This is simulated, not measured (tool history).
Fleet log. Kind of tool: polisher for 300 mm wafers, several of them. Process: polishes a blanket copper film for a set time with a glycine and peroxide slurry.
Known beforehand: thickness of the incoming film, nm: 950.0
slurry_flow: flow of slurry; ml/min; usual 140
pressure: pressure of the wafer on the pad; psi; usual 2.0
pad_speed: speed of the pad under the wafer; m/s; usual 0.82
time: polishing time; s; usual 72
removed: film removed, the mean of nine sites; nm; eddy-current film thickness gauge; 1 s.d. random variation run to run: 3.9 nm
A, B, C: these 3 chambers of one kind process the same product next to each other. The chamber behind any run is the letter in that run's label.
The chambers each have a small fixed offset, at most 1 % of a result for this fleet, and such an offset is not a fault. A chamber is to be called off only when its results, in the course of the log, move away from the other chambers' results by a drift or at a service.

run,day,slurry_flow,pressure,pad_speed,time,wafers polished on this pad,hours since the slurry nozzle was cleaned,hours since the head pressure was calibrated,removed
1B,0.421,140,2.0,0.82,72,1010,134.2,352.4,288.89
# day 0.700: chamber A: slurry nozzle cleaned
2A,0.817,140,2.0,0.82,72,619,2.9,427.2,282.93
# day 0.921: chamber C: worn pad replaced by a new one
3C,1.167,140,2.0,0.82,72,74,216.4,555.6,285.98
# day 1.558: chamber B: worn pad replaced by a new one
4C,1.583,140,2.0,0.82,72,198,226.4,565.6,289.17
5A,2.238,165,2.0,1.06,72,1045,37.0,461.3,359.44
6B,2.692,165,2.0,1.06,72,340,188.7,406.9,359.48
7B,3.271,165,2.0,1.06,72,513,202.6,420.8,372.98
8C,3.921,140,2.0,0.82,72,899,282.5,621.7,279.10
# day 4.088: chamber A: worn pad replaced by a new one
9A,4.442,140,2.0,0.82,72,106,89.9,514.2,282.48
10C,4.917,140,2.0,0.82,72,1197,306.4,645.6,285.48
11A,5.288,140,2.0,0.82,72,359,110.2,534.5,285.55
12B,5.662,140,2.0,0.82,72,1230,260.0,478.2,288.35
# day 5.896: chamber C: worn pad replaced by a new one
13A,5.979,140,2.0,0.82,72,566,126.8,551.1,280.08
# day 6.200: chamber B: worn pad replaced by a new one
14C,6.646,140,2.0,0.82,72,224,347.9,687.1,287.57
15B,7.338,140,2.0,0.82,72,341,300.2,518.4,285.04
16B,7.954,140,2.0,0.82,72,526,315.0,533.2,284.44
17C,8.312,140,2.0,0.82,72,724,387.9,727.1,284.80
18A,8.754,140,2.0,0.82,72,1398,193.4,617.7,279.04
19B,9.296,140,2.0,0.82,72,928,347.2,565.4,292.57
# day 9.312: chamber A: worn pad replaced by a new one
# day 9.571: chamber B: head pressure recalibrated
20C,9.600,140,2.0,0.82,72,1109,418.8,758.0,286.30
# day 10.042: chamber B: worn pad replaced by a new one
21A,10.242,140,2.0,0.82,72,278,229.1,653.4,283.59
# day 10.742: chamber C: worn pad replaced by a new one
22B,10.888,105,2.0,0.82,59,254,385.4,31.7,219.47
23A,11.438,105,2.0,0.82,59,636,257.8,682.1,214.05
24C,11.733,105,2.0,0.82,59,298,470.0,809.2,209.92
# day 12.275: chamber B: slurry nozzle cleaned
25C,12.375,140,2.3,0.82,72,490,485.4,824.6,309.58
26A,13.025,140,2.3,0.82,72,1112,295.9,720.2,314.55
27B,13.604,140,2.3,0.82,72,1067,32.0,96.9,319.92
# day 13.721: chamber A: worn pad replaced by a new one
# day 14.100: chamber A: slurry nozzle cleaned
28B,14.250,140,2.0,0.82,72,1261,47.5,112.4,294.01
29C,14.612,140,2.0,0.82,72,1160,539.1,878.3,268.90
# day 14.792: chamber C: worn pad replaced by a new one
# day 14.888: chamber B: worn pad replaced by a new one
30A,14.983,140,2.0,1.02,72,378,21.2,767.2,331.97
31A,15.488,140,2.0,1.02,72,529,33.3,779.3,330.64
32C,15.942,140,2.0,1.02,72,345,571.0,910.2,316.04
33B,16.292,140,2.0,0.82,72,421,96.5,161.4,286.59
34B,16.838,140,2.0,0.82,72,585,109.6,174.5,288.68
35A,17.271,140,2.0,0.82,72,1063,76.1,822.1,290.47
36C,17.779,140,2.0,0.82,72,896,615.1,954.3,276.66
# day 17.800: chamber A: worn pad replaced by a new one
37B,18.083,140,2.0,0.82,72,958,139.5,204.4,294.01
38A,18.496,170,2.0,0.66,72,208,105.5,851.5,251.45
39C,19.138,170,2.0,0.66,72,1302,647.7,986.9,237.52
# day 19.162: chamber B: worn pad replaced by a new one
# day 19.204: chamber C: worn pad replaced by a new one
40C,19.633,170,2.0,0.66,72,128,659.6,998.8,231.72
41A,20.258,140,2.0,0.82,72,736,147.8,893.8,283.63
42B,20.808,140,2.0,0.82,72,494,204.9,269.8,292.96
43A,21.212,140,1.7,0.82,72,1022,170.7,916.7,253.73
44B,21.704,140,1.7,0.82,72,762,226.4,291.3,256.10

One chamber off, gauge drift, or nothing amiss beyond the chambers' own small offsets? If it is a chamber, which one, and what is the likeliest cause?

One chamber, C, drifts off from the rest bit by bit.
Most likely cause: head's pressure below its setpoint, % = 9.52.
It could be hard to tell apart here from: slurry flow missing at the pad, %.

Below are 4 candidate recipes for chamber C's next run, each the usual settings with a change, their results shown as question marks. Which of them brings C's results back in line with what the other chambers give on the usual settings?
In line means no further than this from the other chambers' mean on the usual settings: removed 14.00 nm
45C-1,22.196,140,2.0,0.80,69,,,,?
45C-2,22.196,140,2.1,0.84,74,,,,?
45C-3,22.196,140,2.1,0.86,78,,,,?
45C-4,22.196,135,1.8,0.74,72,,,,?

Average result of the remaining chambers running the usual settings: removed 284.87 nm
run,removed
45C-1,250.06
45C-2,287.96
45C-3,308.86
45C-4,227.97
Change 45C-2 lands the chamber within the allowed miss of the other chambers.
